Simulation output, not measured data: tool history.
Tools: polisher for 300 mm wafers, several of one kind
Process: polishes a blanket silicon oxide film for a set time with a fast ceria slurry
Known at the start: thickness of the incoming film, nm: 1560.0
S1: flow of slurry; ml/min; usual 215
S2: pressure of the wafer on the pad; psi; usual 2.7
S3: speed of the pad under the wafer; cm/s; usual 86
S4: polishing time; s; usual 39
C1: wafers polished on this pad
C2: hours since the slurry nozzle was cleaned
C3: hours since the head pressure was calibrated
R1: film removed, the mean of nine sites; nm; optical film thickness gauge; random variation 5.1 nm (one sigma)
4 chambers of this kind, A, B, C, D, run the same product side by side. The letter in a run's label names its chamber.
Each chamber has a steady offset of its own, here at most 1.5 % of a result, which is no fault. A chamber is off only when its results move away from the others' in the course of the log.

run	hour	S1	S2	S3	S4	C1	C2	C3	R1
1B	3.6	215	2.7	86	39	908	234.6	178.3	450.96
2D	6.6	215	2.7	86	39	95	411.3	125.6	479.41
3A	10.2	215	2.7	86	39	208	265.8	402.4	464.44
4C	14.3	215	2.7	86	39	218	169.6	361.6	468.15
# hour 17.7: chamber B: worn pad replaced by a new one
5C	18.5	215	2.7	86	39	260	173.8	365.8	469.19
6A	22.7	215	2.7	86	39	332	278.3	414.9	469.43
7B	26.8	215	2.7	86	39	91	257.8	201.5	466.72
8D	30.9	215	2.1	86	52	337	435.6	149.9	483.29
9A	34.3	215	2.1	86	52	448	289.9	426.5	488.85
10D	37.1	215	2.1	86	52	399	441.8	156.1	474.19
11B	39.7	215	2.1	86	52	220	270.7	214.4	478.5
12C	41.6	215	2.7	86	39	490	196.9	388.9	466.16
13C	44.8	215	2.7	86	39	522	200.1	392.1	468.55
14B	47.3	215	2.7	86	39	295	278.3	222	456.46
15A	50.3	215	2.7	86	39	608	305.9	442.5	463.46
16D	52.8	215	2.7	86	39	555	457.5	171.8	462.28
17C	54.9	215	2.7	86	39	623	210.2	402.2	474.14
# hour 57.9: chamber A: slurry nozzle cleaned
18D	58.6	215	2.7	86	39	613	463.3	177.6	466.91
# hour 60: chamber D: worn pad replaced by a new one
19B	60.4	215	2.7	86	39	426	291.4	235.1	462.22
20A	63.1	215	2.7	86	39	735	5.2	455.3	467.72
21B	65.7	215	2.7	86	39	479	296.7	240.4	457.09
# hour 67.1: chamber A: worn pad replaced by a new one
22D	68.3	215	2.7	86	39	82	473	187.3	468.49
23A	72.3	215	2.7	86	39	52	14.4	464.5	472.32
24C	76.1	215	2.7	86	39	834	231.4	423.4	470.87
25A	79.3	160	2.7	86	39	122	21.4	471.5	454.71
26C	82.7	160	2.7	86	39	900	238	430	446.98
27D	85.9	160	2.7	86	39	258	490.6	204.9	455.36
28B	88.2	160	2.7	86	39	703	319.2	262.9	422.12
29C	90.9	215	2.7	86	39	982	246.2	438.2	459.46
30B	94.7	215	2.7	86	39	768	325.7	269.4	442.77
31A	97.6	215	2.7	86	39	304	39.7	489.8	470.46
32D	100.7	160	2.7	110	39	406	505.4	219.7	576.52
33D	104.1	160	2.7	110	39	439	508.8	223.1	561.16
34C	108.2	160	2.7	110	39	1154	263.5	455.5	576.5
35B	110.8	160	2.7	110	39	929	341.8	285.5	518.33

What goes on in this fleet: one chamber off, a drifting gauge, or nothing beyond the chambers' own small offsets? Name the chamber and the cause, if any.

Chamber B drifts away from the others.
Cause: head's pressure below its setpoint, % = 8.18.
The log may not tell that from: removal rate lost through wear of the pad, %; slurry flow missing at the pad, %.

Here are 4 candidates for chamber B's next run, each the usual settings with a change, their results left as question marks. Which one brings its results back in line with what the others give on the usual settings?
In line means no further than this from the other chambers' mean on the usual settings: R1 18 nm
36B-1	113.8	215	2.2	86	39				?
36B-2	113.8	215	3.3	86	39				?
36B-3	113.8	215	2.8	88	40				?
36B-4	113.8	215	2.6	84	38				?

The other chambers' mean on the usual settings: R1 467.66 nm
run	R1
36B-1	345.27
36B-2	519.63
36B-3	462.2
36B-4	388.91
36B-3 brings the chamber back in line.

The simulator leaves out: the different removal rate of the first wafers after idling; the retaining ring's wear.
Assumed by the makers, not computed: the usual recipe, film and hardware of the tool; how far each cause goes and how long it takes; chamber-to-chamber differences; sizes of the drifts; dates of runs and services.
